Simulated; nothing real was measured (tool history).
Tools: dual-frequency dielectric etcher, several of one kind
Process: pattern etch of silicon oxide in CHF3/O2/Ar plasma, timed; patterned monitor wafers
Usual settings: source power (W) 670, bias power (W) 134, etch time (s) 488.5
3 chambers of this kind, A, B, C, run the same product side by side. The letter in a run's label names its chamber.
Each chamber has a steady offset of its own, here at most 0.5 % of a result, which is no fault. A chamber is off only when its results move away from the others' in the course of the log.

run	hour	source power (W)	bias power (W)	etch time (s)	hours since the last wet clean	hours since the last source power generator calibration	hours since the last bias power generator calibration	read-back reference wafer on the same gauge, depth_nm	mean etch depth across the wafer (angstrom)
1A	13.9	670	134	488.5	461.4	1283.2	1053.9	948.01	9178.1
2B	26.3	670	134	488.5	399.0	1865.8	1458.4	947.75	9094.2
# hour 28.5: chamber A: wet clean of the chamber
3C	34.1	670	134	488.5	256.7	927.4	3683.3	947.59	9167.2
4A	43.9	670	134	488.5	15.5	1313.2	1083.9	948.35	9199.6
5B	58.4	670	134	488.5	431.1	1897.9	1490.5	947.48	9083.9
6C	67.6	670	134	488.5	290.2	960.9	3716.8	948.48	9161.9
7B	75.1	670	134	488.5	447.8	1914.6	1507.2	946.91	9151.3
8A	84.5	670	134	488.5	56.1	1353.8	1124.5	948.26	9197.6
9C	93.6	670	103	603.5	316.2	986.9	3742.8	948.38	10434.0
10A	107.6	670	103	603.5	79.2	1376.9	1147.6	947.86	10479.0
11B	118.1	670	103	603.5	490.8	1957.6	1550.2	948.34	10389.0
12C	131.0	670	123	488.5	353.6	1024.3	3780.2	948.11	8762.4
13C	140.6	670	123	488.5	363.2	1033.9	3789.8	948.59	8832.6
# hour 148.2: chamber B: wet clean of the chamber
14A	150.7	670	123	488.5	122.3	1420.0	1190.7	948.01	8957.9
# hour 159.1: chamber B: source power generator calibrated
15B	165.5	670	134	488.5	17.3	6.5	1597.6	948.11	9114.8
16B	178.2	610	163	488.5	30.0	19.2	1610.3	948.21	9357.2
17C	192.3	610	163	488.5	414.9	1085.6	3841.5	947.18	9186.8
18A	202.1	610	163	488.5	173.7	1471.4	1242.1	947.57	9401.1
19C	216.0	670	134	488.5	438.6	1109.3	3865.2	946.98	8919.4
20B	225.4	670	134	488.5	77.2	66.4	1657.5	948.02	9142.4
21A	235.4	670	134	488.5	207.0	1504.7	1275.4	947.98	9164.8
22B	242.8	670	134	488.5	94.6	83.8	1674.9	947.85	9122.4

What goes on in this fleet: one chamber off, a drifting gauge, or nothing beyond the chambers' own small offsets? Name the chamber and the cause, if any.

Chamber C drifts away from the others.
Cause: etch rate under this chamber's usual, % = 3.01.

Here are 4 candidates for chamber C's next run, each the usual settings with a change, their results left as question marks. Which one brings its results back in line with what the others give on the usual settings?
In line means no further than this from the other chambers' mean on the usual settings: mean etch depth across the wafer (angstrom) 98.0
23C-1	253.4	670	133	477.0					?
23C-2	253.4	670	134	500.5					?
23C-3	253.4	670	134	492.5					?
23C-4	253.4	670	134	485.0					?

The other chambers' mean on the usual settings: mean etch depth across the wafer (angstrom) 9142.7
run	mean etch depth across the wafer (angstrom)
23C-1	8662.5
23C-2	9110.3
23C-3	8964.6
23C-4	8828.1
23C-2 brings the chamber back in line.
